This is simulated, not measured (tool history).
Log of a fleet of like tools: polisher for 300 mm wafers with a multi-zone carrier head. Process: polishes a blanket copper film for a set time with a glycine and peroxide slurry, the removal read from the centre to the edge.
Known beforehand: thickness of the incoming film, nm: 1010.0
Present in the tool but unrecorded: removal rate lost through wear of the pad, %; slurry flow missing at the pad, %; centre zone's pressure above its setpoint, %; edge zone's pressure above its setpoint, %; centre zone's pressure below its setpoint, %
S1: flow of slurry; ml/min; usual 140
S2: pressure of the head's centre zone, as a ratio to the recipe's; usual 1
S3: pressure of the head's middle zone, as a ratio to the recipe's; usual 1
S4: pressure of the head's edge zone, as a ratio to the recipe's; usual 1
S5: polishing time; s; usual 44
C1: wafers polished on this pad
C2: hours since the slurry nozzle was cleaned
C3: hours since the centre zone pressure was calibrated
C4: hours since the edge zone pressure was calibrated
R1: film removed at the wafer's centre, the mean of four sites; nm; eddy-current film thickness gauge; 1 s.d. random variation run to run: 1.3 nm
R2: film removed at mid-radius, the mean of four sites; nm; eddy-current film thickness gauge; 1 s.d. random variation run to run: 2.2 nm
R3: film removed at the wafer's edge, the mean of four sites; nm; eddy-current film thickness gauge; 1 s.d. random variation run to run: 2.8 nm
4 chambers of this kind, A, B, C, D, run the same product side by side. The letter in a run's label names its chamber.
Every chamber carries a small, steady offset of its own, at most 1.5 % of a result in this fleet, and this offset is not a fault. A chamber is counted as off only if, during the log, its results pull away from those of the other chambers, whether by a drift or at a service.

run 1D hour=3.9 | S1=140 S2=1 S3=1 S4=1 S5=44 | C1=400 C2=182.7 C3=447.9 C4=624.8 | R1=189.3 R2=195.12 R3=192.44
-- hour=5.2 chamber C: worn pad replaced by a new one
run 2C hour=11.8 | S1=140 S2=1 S3=1 S4=1 S5=44 | C1=67 C2=346.2 C3=433.3 C4=161.6 | R1=192.32 R2=191.31 R3=192.07
run 3A hour=17.5 | S1=140 S2=1 S3=1 S4=1 S5=44 | C1=810 C2=212.4 C3=718 C4=608.9 | R1=192.44 R2=191.77 R3=194.57
run 4B hour=22.5 | S1=140 S2=1 S3=1 S4=1 S5=44 | C1=277 C2=134.8 C3=70.6 C4=1423.1 | R1=191.84 R2=189.91 R3=189.57
run 5C hour=26.6 | S1=140 S2=1.08 S3=1 S4=1 S5=44 | C1=215 C2=361 C3=448.1 C4=176.4 | R1=211.91 R2=192.84 R3=194.33
run 6B hour=33.6 | S1=140 S2=1.08 S3=1 S4=1 S5=44 | C1=388 C2=145.9 C3=81.7 C4=1434.2 | R1=209.63 R2=186.81 R3=189.49
run 7A hour=40 | S1=140 S2=1.08 S3=1 S4=1 S5=44 | C1=1036 C2=234.9 C3=740.5 C4=631.4 | R1=208.41 R2=190.51 R3=195.54
run 8D hour=44.8 | S1=140 S2=1.08 S3=1 S4=1 S5=44 | C1=811 C2=223.6 C3=488.8 C4=665.7 | R1=210.35 R2=189.68 R3=188.73
-- hour=50.8 chamber B: edge zone pressure recalibrated
run 9D hour=51 | S1=140 S2=1 S3=1 S4=1 S5=44 | C1=873 C2=229.8 C3=495 C4=671.9 | R1=191.83 R2=193.95 R3=194.43
run 10C hour=54.8 | S1=140 S2=0.96 S3=0.95 S4=1 S5=44 | C1=499 C2=389.2 C3=476.3 C4=204.6 | R1=183.61 R2=181.57 R3=192.79
-- hour=55.9 chamber D: worn pad replaced by a new one
run 11B hour=60.4 | S1=140 S2=0.96 S3=0.95 S4=1 S5=44 | C1=657 C2=172.7 C3=108.5 C4=9.6 | R1=184.03 R2=180.5 R3=194.26
-- hour=62.4 chamber A: worn pad replaced by a new one
run 12A hour=64.2 | S1=140 S2=0.96 S3=0.95 S4=1 S5=44 | C1=18 C2=259.1 C3=764.7 C4=655.6 | R1=182.6 R2=183.25 R3=192.58
-- hour=66.8 chamber B: worn pad replaced by a new one
run 13B hour=70.6 | S1=140 S2=0.96 S3=0.95 S4=1 S5=44 | C1=38 C2=182.9 C3=118.7 C4=19.8 | R1=184.13 R2=182.83 R3=194.72
-- hour=72.9 chamber A: edge zone pressure recalibrated
run 14D hour=77.8 | S1=140 S2=1 S3=1 S4=1 S5=44 | C1=220 C2=256.6 C3=521.8 C4=698.7 | R1=190.89 R2=189.11 R3=192.56
run 15C hour=81.5 | S1=140 S2=1 S3=1 S4=1 S5=44 | C1=767 C2=415.9 C3=503 C4=231.3 | R1=193.13 R2=193.52 R3=190.81
-- hour=83.9 chamber C: worn pad replaced by a new one
run 16A hour=87.7 | S1=140 S2=1 S3=1 S4=1 S5=44 | C1=254 C2=282.6 C3=788.2 C4=14.9 | R1=190.03 R2=187.68 R3=191.09
run 17C hour=93.4 | S1=140 S2=1 S3=1 S4=1 S5=44 | C1=96 C2=427.8 C3=514.9 C4=243.2 | R1=193.12 R2=189.38 R3=186.83
run 18D hour=98.5 | S1=140 S2=1 S3=1 S4=1 S5=35 | C1=428 C2=277.3 C3=542.5 C4=719.4 | R1=153.18 R2=155.27 R3=154.62
-- hour=100.1 chamber D: centre zone pressure recalibrated
run 19A hour=103.1 | S1=140 S2=1 S3=1 S4=1 S5=35 | C1=409 C2=298 C3=803.6 C4=30.3 | R1=152.76 R2=152.8 R3=152.53
run 20B hour=110.1 | S1=140 S2=1 S3=1 S4=1 S5=35 | C1=435 C2=222.4 C3=158.2 C4=59.3 | R1=154.93 R2=152.1 R3=154.64
run 21B hour=117.2 | S1=140 S2=1 S3=1 S4=1 S5=35 | C1=506 C2=229.5 C3=165.3 C4=66.4 | R1=152.22 R2=150.93 R3=154.32
run 22D hour=120.9 | S1=140 S2=1 S3=1 S4=1 S5=44 | C1=653 C2=299.7 C3=20.8 C4=741.8 | R1=180.65 R2=187.47 R3=190.83
run 23C hour=128.1 | S1=140 S2=1 S3=1 S4=1 S5=44 | C1=444 C2=462.5 C3=549.6 C4=277.9 | R1=191.99 R2=188.53 R3=193.21
run 24A hour=134.1 | S1=140 S2=1 S3=1 S4=1 S5=44 | C1=720 C2=329 C3=834.6 C4=61.3 | R1=190.22 R2=198.36 R3=192.32
-- hour=138.3 chamber B: worn pad replaced by a new one
run 25A hour=139.3 | S1=140 S2=1 S3=1.07 S4=1 S5=44 | C1=773 C2=334.2 C3=839.8 C4=66.5 | R1=191.48 R2=208.65 R3=193.48
-- hour=146.3 chamber D: worn pad replaced by a new one
run 26D hour=146.4 | S1=140 S2=1 S3=1.07 S4=1 S5=44 | C1=1 C2=325.2 C3=46.3 C4=767.3 | R1=182.64 R2=204.61 R3=197.2
run 27B hour=151 | S1=140 S2=1 S3=1.07 S4=1 S5=44 | C1=128 C2=263.3 C3=199.1 C4=100.2 | R1=193.95 R2=201.85 R3=194.54
-- hour=151.3 chamber C: slurry nozzle cleaned
run 28C hour=157.4 | S1=140 S2=1 S3=1.07 S4=1 S5=44 | C1=739 C2=6.1 C3=578.9 C4=307.2 | R1=191.69 R2=201.78 R3=191.28
run 29A hour=163.1 | S1=140 S2=1 S3=1 S4=1 S5=44 | C1=1012 C2=358 C3=863.6 C4=90.3 | R1=192.13 R2=193.9 R3=195.98
run 30C hour=167.1 | S1=170 S2=1 S3=1 S4=0.95 S5=44 | C1=836 C2=15.8 C3=588.6 C4=316.9 | R1=202.08 R2=197.05 R3=192.31
run 31D hour=173.7 | S1=170 S2=1 S3=1 S4=0.95 S5=44 | C1=276 C2=352.5 C3=73.6 C4=794.6 | R1=189.28 R2=202.52 R3=196.83
-- hour=174.8 chamber B: slurry nozzle cleaned
-- hour=175 chamber C: worn pad replaced by a new one
-- hour=176.1 chamber A: worn pad replaced by a new one
run 32B hour=178.3 | S1=170 S2=1 S3=1 S4=0.95 S5=44 | C1=402 C2=3.5 C3=226.4 C4=127.5 | R1=199.33 R2=195.41 R3=188.15
-- hour=182.7 chamber A: centre zone pressure recalibrated
run 33D hour=185.2 | S1=170 S2=1 S3=1 S4=0.95 S5=44 | C1=391 C2=364 C3=85.1 C4=806.1 | R1=189.33 R2=200.1 R3=191.49
run 34A hour=192.4 | S1=140 S2=1 S3=1 S4=1 S5=44 | C1=164 C2=387.3 C3=9.7 C4=119.6 | R1=192.66 R2=193.21 R3=197.71
run 35B hour=196.7 | S1=140 S2=1 S3=1 S4=1 S5=44 | C1=587 C2=21.9 C3=244.8 C4=145.9 | R1=191.07 R2=190.25 R3=192.19
run 36C hour=202.9 | S1=140 S2=1 S3=1 S4=1 S5=44 | C1=281 C2=51.6 C3=624.4 C4=352.7 | R1=191.29 R2=190.45 R3=186.71
-- hour=204.5 chamber A: slurry nozzle cleaned
-- hour=208 chamber B: worn pad replaced by a new one
run 37D hour=208.8 | S1=140 S2=1 S3=1 S4=1 S5=44 | C1=628 C2=387.6 C3=108.7 C4=829.7 | R1=182.52 R2=187.42 R3=187.23
run 38B hour=215 | S1=140 S2=1 S3=1 S4=1 S5=44 | C1=70 C2=40.2 C3=263.1 C4=164.2 | R1=192.78 R2=193.15 R3=195.12
-- hour=216.5 chamber C: edge zone pressure recalibrated
run 39A hour=220.9 | S1=140 S2=1 S3=1 S4=1 S5=44 | C1=450 C2=16.4 C3=38.2 C4=148.1 | R1=192.55 R2=191.16 R3=189.98
run 40C hour=228.3 | S1=140 S2=1 S3=1 S4=1 S5=44 | C1=536 C2=77 C3=649.8 C4=11.8 | R1=192.71 R2=191.74 R3=195.72
run 41C hour=233.7 | S1=140 S2=0.95 S3=1 S4=0.92 S5=44 | C1=590 C2=82.4 C3=655.2 C4=17.2 | R1=181.58 R2=191.37 R3=181.48
-- hour=237.3 chamber D: worn pad replaced by a new one
run 42D hour=241.1 | S1=140 S2=0.95 S3=1 S4=0.92 S5=44 | C1=39 C2=419.9 C3=141 C4=862 | R1=169.8 R2=193.33 R3=182.57

Read the log: is a single chamber off, either drifting away or since a service, is the gauge that measures every chamber drifting, or is nothing wrong beyond small per-chamber offsets? Name any odd chamber and what most likely caused it.

The work done on chamber D during a service left it standing apart from the others.
Cause: centre zone's pressure below its setpoint, % = 4.41.

Chamber D could run next with any of the 4 candidate recipes listed below; each alters the usual settings, and their results appear as question marks. Which one brings its results back in line with what the other chambers deliver on the usual settings?
In line here means within this much of the mean the other chambers give on the usual settings: R1 4.4 nm; R2 7.6 nm; R3 9.7 nm
run 43D-1 hour=246.8 | S1=135 S2=0.95 S3=1.01 S4=1.02 S5=44 | R1=? R2=? R3=?
run 43D-2 hour=246.8 | S1=145 S2=1.05 S3=0.99 S4=0.98 S5=44 | R1=? R2=? R3=?
run 43D-3 hour=246.8 | S1=140 S2=1.02 S3=1 S4=0.99 S5=44 | R1=? R2=? R3=?
run 43D-4 hour=246.8 | S1=140 S2=0.98 S3=1 S4=1.01 S5=44 | R1=? R2=? R3=?

On the usual settings, the other chambers give on average: R1 192.57 nm; R2 191.58 nm; R3 192.53 nm
run=43D-1 R1=169.29 R2=194.18 R3=194.34
run=43D-2 R1=192.14 R2=193.39 R3=192.41
run=43D-3 R1=184.64 R2=193.82 R3=192.41
run=43D-4 R1=176.71 R2=193.86 R3=194.42
The right change is 43D-2: it brings the chamber back within the allowed miss of the others.
